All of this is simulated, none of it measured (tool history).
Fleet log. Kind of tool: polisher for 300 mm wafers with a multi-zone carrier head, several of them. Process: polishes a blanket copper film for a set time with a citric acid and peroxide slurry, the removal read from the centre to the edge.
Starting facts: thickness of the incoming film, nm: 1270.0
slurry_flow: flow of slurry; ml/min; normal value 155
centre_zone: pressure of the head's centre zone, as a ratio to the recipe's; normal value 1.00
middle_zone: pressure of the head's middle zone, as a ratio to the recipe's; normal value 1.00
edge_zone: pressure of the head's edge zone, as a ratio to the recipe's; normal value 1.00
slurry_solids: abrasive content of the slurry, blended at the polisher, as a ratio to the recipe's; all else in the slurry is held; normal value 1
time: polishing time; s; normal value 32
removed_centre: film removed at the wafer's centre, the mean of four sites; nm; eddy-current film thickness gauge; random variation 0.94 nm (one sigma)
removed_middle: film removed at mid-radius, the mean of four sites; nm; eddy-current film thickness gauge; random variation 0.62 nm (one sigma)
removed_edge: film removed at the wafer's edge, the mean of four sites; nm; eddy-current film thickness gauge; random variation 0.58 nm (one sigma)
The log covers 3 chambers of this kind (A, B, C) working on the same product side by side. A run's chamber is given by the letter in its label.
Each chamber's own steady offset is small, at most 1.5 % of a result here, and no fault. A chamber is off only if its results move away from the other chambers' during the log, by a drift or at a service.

run   hour  slurry_flow  centre_zone  middle_zone  edge_zone  slurry_solids  time  removed_centre  removed_middle  removed_edge
 1C    2.9          155         1.00         1.00       1.00              1    32          68.959          70.845        69.497
       3.4  -- chamber A: worn pad replaced by a new one
       3.7  -- chamber B: edge zone pressure recalibrated
 2B    8.8          155         1.00         1.00       1.00              1    32          69.196          70.008        68.874
 3A   11.6          155         1.00         1.00       1.00              1    32          68.089          69.245        70.278
      13.0  -- chamber B: slurry nozzle cleaned
 4B   17.5          155         1.00         1.00       1.00              1    32          69.048          68.964        69.433
 5A   21.6          155         1.00         1.00       1.00              1    32          69.064          68.957        71.361
 6C   25.9          155         1.00         1.00       1.00              1    32          71.382          70.480        69.914
 7A   32.2          155         1.00         1.00       1.00              1    32          68.503          69.879        70.434
 8B   36.9          155         1.00         1.00       1.00              1    32          68.800          68.430        69.931
      37.8  -- chamber C: worn pad replaced by a new one
      37.9  -- chamber B: centre zone pressure recalibrated
 9C   43.1          155         1.00         1.00       1.00              1    32          70.371          70.182        70.520
10A   48.8          155         1.00         1.11       1.00              1    32          67.449          75.909        69.427
11B   54.1          155         1.00         1.11       1.00              1    32          69.374          77.000        69.833
12C   60.1          155         1.00         1.11       1.00              1    32          71.346          77.298        68.666
13B   66.0          155         1.00         1.00       1.00              1    32          68.814          69.181        69.530
14C   71.0          155         1.06         1.00       1.00              1    36          83.344          79.941        78.171
      75.1  -- chamber B: worn pad replaced by a new one
15A   75.4          155         1.06         1.00       1.00              1    36          82.025          76.592        78.983
16A   78.7          155         1.06         1.00       1.00              1    36          80.174          77.639        79.322
17C   82.0          185         1.00         1.00       1.00              1    39          88.923          87.055        86.434
18B   85.0          185         1.00         1.00       1.00              1    39          87.759          88.154        86.202
      85.6  -- chamber A: centre zone pressure recalibrated
      87.4  -- chamber A: worn pad replaced by a new one
19C   90.8          185         1.00         1.00       1.00              1    39          88.223          87.146        85.313
20A   94.8          155         1.00         1.00       1.00              1    32          67.957          69.704        70.877
      99.7  -- chamber A: slurry nozzle cleaned
21B  100.1          155         1.00         1.00       1.00              1    32          70.053          69.061        68.636
22A  103.0          155         1.00         1.00       1.00              1    32          69.928          69.501        70.461
23B  108.1          155         1.00         1.00       1.00              1    32          70.747          69.090        69.679
24C  112.1          155         1.00         1.00       1.00              1    32          69.430          70.169        70.008
25B  116.3          155         1.00         1.00       1.00              1    32          68.967          69.474        68.494
26A  120.0          155         1.00         1.00       1.00              1    32          70.190          70.309        68.836
27C  126.0          155         1.00         1.00       1.00              1    32          69.161          68.866        69.526
28B  129.2          155         1.00         1.00       1.00              1    32          67.845          68.479        68.481
     130.3  -- chamber C: worn pad replaced by a new one
29C  132.7          155         1.00         1.00       1.11              1    32          70.180          69.468        73.171
30A  137.6          155         1.00         1.00       1.11              1    32          67.437          70.120        73.459
31A  141.3          155         1.00         1.00       1.11              1    32          68.436          69.241        73.803
32C  145.4          110         1.00         1.00       1.00              1    32          63.472          64.835        67.055
33B  148.2          110         1.00         1.00       1.00              1    32          64.538          65.020        65.462
34A  154.0          110         1.00         1.00       1.00              1    32          63.473          63.575        66.351
35C  159.6          155         1.00         1.00       1.00              1    32          70.663          70.508        69.701
     160.7  -- chamber B: worn pad replaced by a new one
36B  162.3          155         1.00         1.00       1.00              1    32          67.982          68.023        69.425
     167.6  -- chamber A: worn pad replaced by a new one
37A  168.0          155         1.00         1.00       1.00              1    32          69.513          69.920        70.127
38C  173.3          155         1.00         1.00       1.00              1    32          69.400          70.411        69.317
39B  176.6          155         1.00         1.00       1.00              1    32          69.220          71.037        69.132
40C  181.7          155         1.00         1.00       1.00              1    32          68.687          69.797        68.712
41A  186.5          155         1.00         1.00       1.00              1    32          69.620          70.253        70.206
42B  190.8          155         1.00         1.00       1.00              1    21          44.533          45.962        45.414

Next, all 3 chambers run the settings below, one line each with question marks for the results. What does each chamber give?
43A  195.3          155         1.00         1.00       1.00              1    32               ?               ?             ?
43B  195.3          155         1.00         1.00       1.00              1    32               ?               ?             ?
43C  195.3          155         1.00         1.00       1.00              1    32               ?               ?             ?

run  removed_centre  removed_middle  removed_edge
43A          69.052          69.539        70.857
43B          67.582          69.484        69.195
43C          69.932          69.519        68.338

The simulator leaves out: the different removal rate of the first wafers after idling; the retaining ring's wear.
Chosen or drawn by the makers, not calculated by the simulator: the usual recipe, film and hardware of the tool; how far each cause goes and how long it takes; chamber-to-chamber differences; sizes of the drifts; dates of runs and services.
